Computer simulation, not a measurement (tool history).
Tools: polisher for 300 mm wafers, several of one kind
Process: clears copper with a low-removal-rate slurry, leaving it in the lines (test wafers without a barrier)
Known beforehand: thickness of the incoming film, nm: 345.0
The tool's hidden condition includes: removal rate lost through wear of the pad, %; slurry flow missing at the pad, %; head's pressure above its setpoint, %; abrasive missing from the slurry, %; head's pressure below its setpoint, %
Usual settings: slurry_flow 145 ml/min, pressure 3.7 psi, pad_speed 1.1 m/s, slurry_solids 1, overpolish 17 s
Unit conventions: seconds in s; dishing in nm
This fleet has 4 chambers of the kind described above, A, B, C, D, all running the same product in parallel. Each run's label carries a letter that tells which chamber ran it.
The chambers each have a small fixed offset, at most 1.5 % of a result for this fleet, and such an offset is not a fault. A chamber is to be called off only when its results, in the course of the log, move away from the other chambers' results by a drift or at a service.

run,hour,slurry_flow,pressure,pad_speed,slurry_solids,overpolish,wafers polished on this pad,hours since the slurry nozzle was cleaned,hours since the head pressure was calibrated,hours since the slurry blender was calibrated,seconds,dishing
1D,5.2,145,3.7,1.1,1,17,932,320.1,763.8,119.4,75.748,48.636
2C,11.6,145,3.7,1.1,1,17,387,271.2,896.1,116.7,71.992,49.836
3A,16.2,145,3.7,1.1,1,17,478,620.8,130.5,55.7,72.42,50.768
4B,22.1,145,3.7,1.1,1,17,425,123.4,727.7,174.5,72.651,48.654
5D,28.2,145,2.7,1.1,0.7,17,1115,343.1,786.8,142.4,110.25,35.493
6B,33.3,145,2.7,1.1,0.7,17,515,134.6,738.9,185.7,109.84,35.881
7C,38.9,145,2.7,1.1,0.7,17,604,298.5,923.4,144,105.68,35.818
# hour 41.7: chamber C: slurry nozzle cleaned
# hour 43.1: chamber D: worn pad replaced by a new one
8A,43.2,145,2.7,1.1,0.7,17,693,647.8,157.5,82.7,108.21,35.106
# hour 45.2: chamber A: worn pad replaced by a new one
9D,48.4,145,3.7,1.1,1,17,42,363.3,807,162.6,72.145,48.445
# hour 52.5: chamber C: worn pad replaced by a new one
10C,53.2,145,3.7,1.1,1,17,6,11.6,937.7,158.3,70.308,49.763
11A,62.7,145,3.7,1.1,1,26,139,667.3,177,102.2,74.247,67.56
12B,68,145,3.7,1.1,1,26,790,169.3,773.6,220.4,72.971,65.828
# hour 72.1: chamber B: worn pad replaced by a new one
13C,75,145,3.7,1.1,1,26,179,33.4,959.5,180.1,71.029,66.394
14B,82.2,145,3.7,1.1,1,26,80,183.5,787.8,234.6,72.208,65.532
15A,91.8,145,3.7,1.1,1,17,370,696.4,206.1,131.3,70.065,48.683
16D,99.5,145,3.7,1.1,1,17,449,414.4,858.1,213.7,73.154,48.989
17A,109.3,145,3.7,1.1,1,17,509,713.9,223.6,148.8,73.862,49.309
18D,117.6,145,3.7,1.1,1,17,593,432.5,876.2,231.8,74.799,47.834
# hour 121.2: chamber A: worn pad replaced by a new one
# hour 122.8: chamber D: slurry nozzle cleaned
19C,124.1,145,3.7,1.1,1,17,570,82.5,1008.6,229.2,75.18,48.691
# hour 130: chamber A: slurry nozzle cleaned
20B,134.2,145,3.7,1.1,1,17,494,235.5,839.8,286.6,72.45,48.361
21B,141.1,145,3.7,1.1,1,17,549,242.4,846.7,293.5,72.419,49.06
# hour 144.3: chamber C: worn pad replaced by a new one
22A,147.6,145,3.7,1.1,1,17,210,17.7,261.9,187.1,74.671,48.595
# hour 148.8: chamber A: slurry blender recalibrated
23C,155.3,145,3.7,1.1,1,17,88,113.7,1039.8,260.4,73.212,48.964
24D,161.1,145,3.7,1.1,1,17,938,38.3,919.7,275.3,75.109,47.846
# hour 167.3: chamber B: worn pad replaced by a new one
25B,167.5,145,3.7,1.1,1,17,2,268.8,873.1,319.9,72.195,49.426
26C,176.2,145,3.7,1.1,1,17,254,134.6,1060.7,281.3,73.496,49.76
27D,183.6,145,3.7,1.1,1,17,1117,60.8,942.2,297.8,72.456,48.344
28A,190.8,145,3.7,1.1,1,17,554,60.9,305.1,42.1,72.644,49.505
29C,198.5,145,3.7,1.1,1,17,431,156.9,1083,303.6,73.863,48.216
30D,205.9,145,3.7,1.1,1,17,1295,83.1,964.5,320.1,74.553,49.494

Read the log: is a single chamber off, either drifting away or since a service, is the gauge that measures every chamber drifting, or is nothing wrong beyond small per-chamber offsets? Name any odd chamber and what most likely caused it.

Beyond each chamber's small constant offset nothing stands out, and the gauge stays steady.
